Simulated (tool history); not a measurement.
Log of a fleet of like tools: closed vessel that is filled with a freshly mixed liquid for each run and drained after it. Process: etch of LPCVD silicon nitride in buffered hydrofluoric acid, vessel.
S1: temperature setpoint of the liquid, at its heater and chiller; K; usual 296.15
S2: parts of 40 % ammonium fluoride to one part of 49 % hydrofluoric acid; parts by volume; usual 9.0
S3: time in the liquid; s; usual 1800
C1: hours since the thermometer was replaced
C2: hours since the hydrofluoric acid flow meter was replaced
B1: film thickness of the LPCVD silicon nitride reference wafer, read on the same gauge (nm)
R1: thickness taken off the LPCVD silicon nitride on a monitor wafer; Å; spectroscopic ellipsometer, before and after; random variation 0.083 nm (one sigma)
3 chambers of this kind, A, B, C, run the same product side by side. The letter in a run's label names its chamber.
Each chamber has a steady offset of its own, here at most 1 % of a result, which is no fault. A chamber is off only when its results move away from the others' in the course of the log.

Run 1A, hour 9.6: usual settings; C1 1510.0; C2 1425.4; B1 109.99. Result: R1 257.38 Å.
Run 2C, hour 21.2: usual settings; C1 405.2; C2 275.4; B1 110.04. Result: R1 253.29 Å.
Run 3B, hour 31.0: usual settings; C1 248.5; C2 214.1; B1 110.00. Result: R1 256.46 Å.
Run 4B, hour 41.7: usual settings; C1 259.2; C2 224.8; B1 110.01. Result: R1 256.95 Å.
Run 5C, hour 52.1: usual settings; C1 436.1; C2 306.3; B1 110.03. Result: R1 252.80 Å.
Run 6A, hour 64.5: usual settings; C1 1564.9; C2 1480.3; B1 110.00. Result: R1 255.67 Å.
Run 7C, hour 71.4: usual settings but S2 6.5 parts by volume; C1 455.4; C2 325.6; B1 110.01. Result: R1 356.21 Å.
Run 8B, hour 82.3: usual settings but S2 6.5 parts by volume; C1 299.8; C2 265.4; B1 109.98. Result: R1 360.50 Å.
Run 9A, hour 91.9: usual settings but S2 6.5 parts by volume; C1 1592.3; C2 1507.7; B1 109.97. Result: R1 357.49 Å.
Run 10B, hour 104.8: usual settings; C1 322.3; C2 287.9; B1 110.02. Result: R1 257.32 Å.
Run 11C, hour 111.2: usual settings but S2 7.5 parts by volume; C1 495.2; C2 365.4; B1 110.07. Result: R1 309.49 Å.
Run 12A, hour 123.7: usual settings but S2 7.5 parts by volume; C1 1624.1; C2 1539.5; B1 110.00. Result: R1 310.54 Å.
Run 13B, hour 135.9: usual settings but S2 7.5 parts by volume; C1 353.4; C2 319.0; B1 109.97. Result: R1 313.13 Å.
Run 14A, hour 146.3: usual settings; C1 1646.7; C2 1562.1; B1 110.00. Result: R1 256.64 Å.
Run 15C, hour 159.4: usual settings; C1 543.4; C2 413.6; B1 109.98. Result: R1 253.65 Å.
Run 16C, hour 167.8: usual settings; C1 551.8; C2 422.0; B1 109.97. Result: R1 254.65 Å.
Run 17B, hour 180.8: usual settings; C1 398.3; C2 363.9; B1 110.01. Result: R1 256.99 Å.
Run 18A, hour 187.9: usual settings; C1 1688.3; C2 1603.7; B1 110.00. Result: R1 256.37 Å.
Run 19A, hour 195.2: usual settings; C1 1695.6; C2 1611.0; B1 110.05. Result: R1 254.96 Å.
Run 20C, hour 208.0: usual settings; C1 592.0; C2 462.2; B1 110.07. Result: R1 254.73 Å.
Run 21B, hour 221.4: usual settings; C1 438.9; C2 404.5; B1 109.99. Result: R1 255.78 Å.
Run 22C, hour 235.6: usual settings but S2 11.5 parts by volume; C1 619.6; C2 489.8; B1 109.97. Result: R1 207.89 Å.
Run 23B, hour 244.2: usual settings but S2 11.5 parts by volume; C1 461.7; C2 427.3; B1 110.00. Result: R1 210.57 Å.
Run 24A, hour 250.8: usual settings but S2 11.5 parts by volume; C1 1751.2; C2 1666.6; B1 110.01. Result: R1 210.24 Å.
Run 25B, hour 262.4: usual settings; C1 479.9; C2 445.5; B1 110.05. Result: R1 260.35 Å.
Run 26A, hour 271.6: usual settings; C1 1772.0; C2 1687.4; B1 110.00. Result: R1 256.87 Å.
Run 27C, hour 284.8: usual settings; C1 668.8; C2 539.0; B1 110.02. Result: R1 253.27 Å.
Run 28C, hour 295.5: usual settings but S1 298.65 K, S2 6.0 parts by volume; C1 679.5; C2 549.7; B1 110.02. Result: R1 435.50 Å.
Run 29A, hour 303.1: usual settings but S1 298.65 K, S2 6.0 parts by volume; C1 1803.5; C2 1718.9; B1 110.00. Result: R1 434.95 Å.
Run 30B, hour 311.8: usual settings but S1 298.65 K, S2 6.0 parts by volume; C1 529.3; C2 494.9; B1 110.00. Result: R1 450.95 Å.
Run 31C, hour 323.4: usual settings; C1 707.4; C2 577.6; B1 110.01. Result: R1 253.40 Å.
Run 32B, hour 335.3: usual settings; C1 552.8; C2 518.4; B1 110.00. Result: R1 263.24 Å.
Run 33A, hour 343.7: usual settings; C1 1844.1; C2 1759.5; B1 109.99. Result: R1 256.11 Å.
Run 34B, hour 357.2: usual settings but S1 297.65 K, S3 2195 s; C1 574.7; C2 540.3; B1 109.98. Result: R1 347.56 Å.
Run 35A, hour 368.7: usual settings but S1 297.65 K, S3 2195 s; C1 1869.1; C2 1784.5; B1 110.01. Result: R1 339.50 Å.
Run 36C, hour 380.5: usual settings but S1 297.65 K, S3 2195 s; C1 764.5; C2 634.7; B1 109.99. Result: R1 335.54 Å.
Run 37C, hour 391.0: usual settings; C1 775.0; C2 645.2; B1 110.00. Result: R1 253.23 Å.
Run 38B, hour 398.7: usual settings; C1 616.2; C2 581.8; B1 110.03. Result: R1 264.85 Å.
Run 39A, hour 412.9: usual settings but S1 291.65 K, S3 2610 s; C1 1913.3; C2 1828.7; B1 109.97. Result: R1 290.10 Å.
Run 40B, hour 425.1: usual settings but S1 291.65 K, S3 2610 s; C1 642.6; C2 608.2; B1 110.01. Result: R1 299.53 Å.

Next, every chamber runs the same settings. What will each give?
Run 41A, hour 435.3: usual settings but S2 6.0 parts by volume. Result: R1 ?.
Run 41B, hour 435.3: usual settings but S2 6.0 parts by volume. Result: R1 ?.
Run 41C, hour 435.3: usual settings but S2 6.0 parts by volume. Result: R1 ?.

run      R1
41A  383.87
41B  399.12
41C  379.60
